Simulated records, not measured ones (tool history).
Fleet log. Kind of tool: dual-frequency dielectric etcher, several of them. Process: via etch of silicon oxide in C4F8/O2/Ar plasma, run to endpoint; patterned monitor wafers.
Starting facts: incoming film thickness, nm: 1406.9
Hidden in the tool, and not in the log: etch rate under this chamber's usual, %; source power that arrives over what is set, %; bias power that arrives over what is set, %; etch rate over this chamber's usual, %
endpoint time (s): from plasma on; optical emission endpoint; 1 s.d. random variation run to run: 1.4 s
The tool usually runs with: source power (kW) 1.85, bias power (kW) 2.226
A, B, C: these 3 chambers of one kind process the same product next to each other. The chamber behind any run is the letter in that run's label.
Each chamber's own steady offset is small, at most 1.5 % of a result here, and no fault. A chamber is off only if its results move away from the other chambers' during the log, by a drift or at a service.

| run | hour | source power (kW) | bias power (kW) | hours since the last wet clean | hours since the last source power generator calibration | hours since the last bias power generator calibration | endpoint time (s) |
|---|---|---|---|---|---|---|---|
|  | 6.5 | chamber B: wet clean of the chamber |
| 1C | 9.7 | 1.85 | 2.226 | 277.3 | 4048.3 | 3208.8 | 279.6 |
| 2B | 20.8 | 1.85 | 2.226 | 14.3 | 74.7 | 1297.4 | 277.02 |
| 3A | 36.1 | 1.85 | 2.226 | 339.9 | 1592.2 | 1399.8 | 283.37 |
| 4C | 46.1 | 1.85 | 2.226 | 313.7 | 4084.7 | 3245.2 | 278.51 |
| 5B | 56.9 | 1.85 | 2.226 | 50.4 | 110.8 | 1333.5 | 275.31 |
| 6A | 68.3 | 1.85 | 2.226 | 372.1 | 1624.4 | 1432 | 282.48 |
| 7B | 83.5 | 1.85 | 2.226 | 77 | 137.4 | 1360.1 | 276.98 |
| 8A | 97 | 1.85 | 2.226 | 400.8 | 1653.1 | 1460.7 | 283.08 |
| 9C | 112.3 | 1.85 | 2.226 | 379.9 | 4150.9 | 3311.4 | 277.17 |
| 10B | 119.1 | 1.85 | 2.226 | 112.6 | 173 | 1395.7 | 277.51 |
|  | 127.1 | chamber C: wet clean of the chamber |
| 11A | 133.8 | 1.85 | 2.226 | 437.6 | 1689.9 | 1497.5 | 279.92 |
|  | 135.8 | chamber A: wet clean of the chamber |
| 12C | 141.7 | 1.85 | 2.226 | 14.7 | 4180.3 | 3340.8 | 277.51 |
| 13B | 148.6 | 1.85 | 2.226 | 142.1 | 202.5 | 1425.2 | 273.57 |
| 14C | 159.8 | 1.4 | 2.763 | 32.8 | 4198.4 | 3358.9 | 290.28 |
| 15A | 167.8 | 1.4 | 2.763 | 32 | 1723.9 | 1531.5 | 295.85 |
| 16B | 177.3 | 1.4 | 2.763 | 170.8 | 231.2 | 1453.9 | 286.15 |
| 17A | 188.9 | 1.85 | 2.226 | 53.1 | 1745 | 1552.6 | 279.89 |
| 18C | 202.6 | 1.48 | 1.985 | 75.6 | 4241.2 | 3401.7 | 313.57 |
| 19A | 213.1 | 1.48 | 1.985 | 77.3 | 1769.2 | 1576.8 | 320.95 |
| 20B | 227.9 | 1.48 | 1.985 | 221.4 | 281.8 | 1504.5 | 312.75 |

Decide between three cases: one chamber stands off from its peers, the gauge reading all wafers drifts, or nothing is wrong past each chamber's small offset. Where a chamber is off, say which and what most likely put it there.

No chamber stands off beyond its own small offset, and the gauge holds steady.
